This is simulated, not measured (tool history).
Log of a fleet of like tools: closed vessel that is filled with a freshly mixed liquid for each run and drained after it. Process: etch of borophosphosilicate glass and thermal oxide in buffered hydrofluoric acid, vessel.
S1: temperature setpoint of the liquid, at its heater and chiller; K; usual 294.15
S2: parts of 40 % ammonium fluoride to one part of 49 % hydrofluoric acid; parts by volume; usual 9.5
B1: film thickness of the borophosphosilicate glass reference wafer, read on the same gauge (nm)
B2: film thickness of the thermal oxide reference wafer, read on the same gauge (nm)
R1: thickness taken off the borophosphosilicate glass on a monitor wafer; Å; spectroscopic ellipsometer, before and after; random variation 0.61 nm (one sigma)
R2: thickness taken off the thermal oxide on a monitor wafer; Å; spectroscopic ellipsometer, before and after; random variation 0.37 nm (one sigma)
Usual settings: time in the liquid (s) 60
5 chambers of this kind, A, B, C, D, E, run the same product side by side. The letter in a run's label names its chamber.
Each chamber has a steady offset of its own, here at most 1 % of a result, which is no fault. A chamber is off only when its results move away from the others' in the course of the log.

{"run": "1E", "hour": 10.9, "S1": 294.15, "S2": 9.5, "time in the liquid (s)": 60, "B1": 99.996, "B2": 110.06, "R1": 971.44, "R2": 594.35}
{"hour": 18.9, "done": "chamber E: thermometer replaced"}
{"run": "2B", "hour": 22.5, "S1": 294.15, "S2": 9.5, "time in the liquid (s)": 60, "B1": 100.0, "B2": 110.0, "R1": 962.97, "R2": 584.07}
{"run": "3C", "hour": 31.2, "S1": 294.15, "S2": 9.5, "time in the liquid (s)": 60, "B1": 100.02, "B2": 109.98, "R1": 965.9, "R2": 580.62}
{"run": "4D", "hour": 38.3, "S1": 294.15, "S2": 9.5, "time in the liquid (s)": 60, "B1": 100.01, "B2": 109.98, "R1": 982.67, "R2": 583.99}
{"run": "5A", "hour": 47.0, "S1": 294.15, "S2": 9.5, "time in the liquid (s)": 60, "B1": 100.0, "B2": 110.01, "R1": 962.09, "R2": 579.15}
{"run": "6A", "hour": 55.7, "S1": 294.15, "S2": 9.5, "time in the liquid (s)": 60, "B1": 100.0, "B2": 110.0, "R1": 964.6, "R2": 581.48}
{"run": "7B", "hour": 63.6, "S1": 294.15, "S2": 9.5, "time in the liquid (s)": 60, "B1": 99.991, "B2": 109.98, "R1": 968.01, "R2": 586.33}
{"run": "8E", "hour": 71.1, "S1": 294.15, "S2": 9.5, "time in the liquid (s)": 60, "B1": 100.0, "B2": 110.04, "R1": 963.29, "R2": 586.6}
{"run": "9D", "hour": 78.1, "S1": 294.15, "S2": 6.0, "time in the liquid (s)": 80, "B1": 99.998, "B2": 109.96, "R1": 2003.2, "R2": 1215.2}
{"run": "10C", "hour": 83.5, "S1": 294.15, "S2": 6.0, "time in the liquid (s)": 80, "B1": 100.01, "B2": 110.01, "R1": 2001.0, "R2": 1201.8}
{"run": "11A", "hour": 94.1, "S1": 294.15, "S2": 6.0, "time in the liquid (s)": 80, "B1": 99.991, "B2": 109.97, "R1": 2019.4, "R2": 1207.1}
{"run": "12D", "hour": 100.8, "S1": 294.15, "S2": 6.0, "time in the liquid (s)": 80, "B1": 99.986, "B2": 110.04, "R1": 2020.2, "R2": 1205.5}
{"run": "13B", "hour": 108.6, "S1": 294.15, "S2": 6.0, "time in the liquid (s)": 80, "B1": 100.01, "B2": 109.96, "R1": 2013.6, "R2": 1220.2}
{"run": "14E", "hour": 114.0, "S1": 294.15, "S2": 9.5, "time in the liquid (s)": 60, "B1": 100.0, "B2": 110.0, "R1": 969.84, "R2": 594.97}
{"run": "15C", "hour": 123.4, "S1": 294.15, "S2": 9.5, "time in the liquid (s)": 60, "B1": 100.0, "B2": 109.98, "R1": 964.53, "R2": 583.06}
{"run": "16B", "hour": 133.2, "S1": 294.15, "S2": 9.5, "time in the liquid (s)": 60, "B1": 99.998, "B2": 109.99, "R1": 969.4, "R2": 588.65}
{"run": "17E", "hour": 143.4, "S1": 294.15, "S2": 9.5, "time in the liquid (s)": 60, "B1": 99.992, "B2": 109.99, "R1": 955.35, "R2": 600.72}
{"run": "18C", "hour": 152.6, "S1": 294.15, "S2": 9.5, "time in the liquid (s)": 60, "B1": 100.0, "B2": 109.99, "R1": 955.09, "R2": 582.59}
{"run": "19D", "hour": 162.0, "S1": 294.15, "S2": 9.5, "time in the liquid (s)": 60, "B1": 100.01, "B2": 110.06, "R1": 970.15, "R2": 591.3}
{"run": "20A", "hour": 169.0, "S1": 294.15, "S2": 9.5, "time in the liquid (s)": 60, "B1": 100.0, "B2": 110.04, "R1": 969.85, "R2": 591.68}
{"run": "21A", "hour": 176.3, "S1": 294.15, "S2": 9.5, "time in the liquid (s)": 95, "B1": 100.0, "B2": 110.02, "R1": 1525.1, "R2": 922.45}
{"run": "22E", "hour": 184.3, "S1": 294.15, "S2": 9.5, "time in the liquid (s)": 95, "B1": 100.02, "B2": 110.02, "R1": 1533.8, "R2": 934.88}
{"run": "23B", "hour": 190.9, "S1": 294.15, "S2": 9.5, "time in the liquid (s)": 95, "B1": 100.0, "B2": 110.0, "R1": 1529.8, "R2": 934.88}
{"run": "24D", "hour": 199.8, "S1": 294.15, "S2": 9.5, "time in the liquid (s)": 95, "B1": 100.01, "B2": 110.02, "R1": 1532.6, "R2": 938.1}
{"run": "25C", "hour": 211.1, "S1": 294.15, "S2": 9.5, "time in the liquid (s)": 95, "B1": 99.999, "B2": 109.98, "R1": 1524.2, "R2": 916.28}
{"run": "26A", "hour": 221.9, "S1": 294.15, "S2": 9.5, "time in the liquid (s)": 60, "B1": 100.01, "B2": 110.04, "R1": 960.79, "R2": 579.75}
{"run": "27E", "hour": 231.0, "S1": 294.15, "S2": 9.5, "time in the liquid (s)": 60, "B1": 99.993, "B2": 109.96, "R1": 965.05, "R2": 594.86}
{"run": "28C", "hour": 241.5, "S1": 294.15, "S2": 9.5, "time in the liquid (s)": 60, "B1": 100.0, "B2": 109.98, "R1": 968.08, "R2": 587.31}
{"run": "29D", "hour": 249.4, "S1": 294.15, "S2": 9.5, "time in the liquid (s)": 60, "B1": 99.991, "B2": 110.0, "R1": 966.6, "R2": 590.29}
{"run": "30B", "hour": 257.2, "S1": 294.15, "S2": 9.5, "time in the liquid (s)": 60, "B1": 100.0, "B2": 110.03, "R1": 962.28, "R2": 584.61}
{"run": "31D", "hour": 265.9, "S1": 294.15, "S2": 9.5, "time in the liquid (s)": 60, "B1": 100.0, "B2": 109.99, "R1": 974.67, "R2": 592.38}
{"run": "32E", "hour": 272.9, "S1": 294.15, "S2": 9.5, "time in the liquid (s)": 60, "B1": 100.01, "B2": 109.98, "R1": 960.72, "R2": 598.22}
{"run": "33B", "hour": 279.0, "S1": 294.15, "S2": 9.5, "time in the liquid (s)": 60, "B1": 99.983, "B2": 109.98, "R1": 974.68, "R2": 584.69}
{"run": "34A", "hour": 288.6, "S1": 294.15, "S2": 9.5, "time in the liquid (s)": 60, "B1": 100.01, "B2": 110.01, "R1": 955.07, "R2": 577.94}

What goes on in this fleet: one chamber off, a drifting gauge, or nothing beyond the chambers' own small offsets? Name the chamber and the cause, if any.

No chamber stands off beyond its own small offset, and the gauge holds steady.

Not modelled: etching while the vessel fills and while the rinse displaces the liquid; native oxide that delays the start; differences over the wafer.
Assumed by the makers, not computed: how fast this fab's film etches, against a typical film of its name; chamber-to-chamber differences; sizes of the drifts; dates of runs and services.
